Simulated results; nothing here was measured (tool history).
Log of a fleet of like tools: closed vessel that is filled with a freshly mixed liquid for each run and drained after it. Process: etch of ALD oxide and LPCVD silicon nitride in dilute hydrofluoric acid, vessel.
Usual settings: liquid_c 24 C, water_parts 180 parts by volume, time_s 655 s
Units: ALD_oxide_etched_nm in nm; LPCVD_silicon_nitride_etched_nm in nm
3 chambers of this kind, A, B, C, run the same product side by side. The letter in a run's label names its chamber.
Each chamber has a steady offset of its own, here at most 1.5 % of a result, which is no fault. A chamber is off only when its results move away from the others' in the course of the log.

run   hour  liquid_c  water_parts  time_s  read-back film thickness of the ALD oxide reference wafer, read on the same gauge (nm)  read-back film thickness of the LPCVD silicon nitride reference wafer, read on the same gauge (nm)  ALD_oxide_etched_nm  LPCVD_silicon_nitride_etched_nm
 1B   13.7        24          180     655                                                                                  130.02                                                                                              80.040               56.646                           1.8331
 2A   24.4        24          180     655                                                                                  130.02                                                                                              80.036               58.036                           1.7402
 3C   32.2        24          180     655                                                                                  129.99                                                                                              80.023               56.491                           1.8057
 4A   41.1        24          180     655                                                                                  129.98                                                                                              79.986               56.937                           1.8029
 5C   54.1        24          180     655                                                                                  130.00                                                                                              79.976               56.464                           1.8137
 6B   63.9        24          180     655                                                                                  130.00                                                                                              80.027               55.973                           1.7692
 7B   74.3        24          180     655                                                                                  129.98                                                                                              79.987               55.759                           1.7969
 8A   82.7        24          180     655                                                                                  130.01                                                                                              80.038               57.475                           1.8243
 9C   90.5        24          180     655                                                                                  129.95                                                                                              80.025               56.728                           1.7949
10A   98.4        24          180     655                                                                                  130.00                                                                                              80.030               57.961                           1.7817
11C  106.0        24          180     655                                                                                  129.99                                                                                              79.995               56.056                           1.8755
12B  115.8        24          180     655                                                                                  129.98                                                                                              79.996               55.448                           1.7682
13B  128.6        24          180     655                                                                                  130.00                                                                                              79.995               54.353                           1.7047
14A  140.4        24          180     655                                                                                  130.02                                                                                              79.963               57.713                           1.7573
15C  151.2        24          180     655                                                                                  130.00                                                                                              80.003               56.117                           1.7693
16A  165.0        24          180     655                                                                                  130.02                                                                                              79.983               57.655                           1.7936
17B  174.0        24          180     655                                                                                  129.98                                                                                              80.012               53.652                           1.7116
18C  187.3        24          180     655                                                                                  129.96                                                                                              79.991               55.311                           1.7378
19B  196.1        24          180     655                                                                                  129.97                                                                                              79.998               53.089                           1.6708
20A  203.8        24          180     655                                                                                  129.99                                                                                              79.994               58.068                           1.8534
21C  217.5        24          180     655                                                                                  130.01                                                                                              79.998               56.794                           1.8021
     218.3  -- chamber C: thermometer replaced
22B  227.7        24          180     655                                                                                  130.02                                                                                              80.044               52.133                           1.6188
23A  240.3        24          180     655                                                                                  129.99                                                                                              79.987               57.951                           1.8930
24C  253.3        24          180     655                                                                                  130.00                                                                                              79.984               56.174                           1.8237

Is one chamber off against the others, does the gauge drift, or is nothing wrong? If a chamber is off, say which, and what the likeliest cause is.

Chamber B drifts away from the others.
Cause: hydrofluoric acid flow below the setpoint (%) = 8.17.

Here are 4 candidates for chamber B's next run, each the usual settings with a change, their results left as question marks. Which one brings its results back in line with what the others give on the usual settings?
In line means no further than this from the other chambers' mean on the usual settings: ALD_oxide_etched_nm 1.600 nm; LPCVD_silicon_nitride_etched_nm 0.1400 nm
25B-1  263.7        24          165     705                                                                                                                                                                                                                ?                                ?
25B-2  263.7        24          190     625                                                                                                                                                                                                                ?                                ?
25B-3  263.7        24          170     680                                                                                                                                                                                                                ?                                ?
25B-4  263.7        24          195     605                                                                                                                                                                                                                ?                                ?

The other chambers' mean on the usual settings: ALD_oxide_etched_nm 56.940 nm; LPCVD_silicon_nitride_etched_nm 1.8077 nm
  run  ALD_oxide_etched_nm  LPCVD_silicon_nitride_etched_nm
25B-1               61.183                           1.9025
25B-2               45.613                           1.4636
25B-3               56.905                           1.7808
25B-4               42.755                           1.3803
25B-3 brings the chamber back in line.
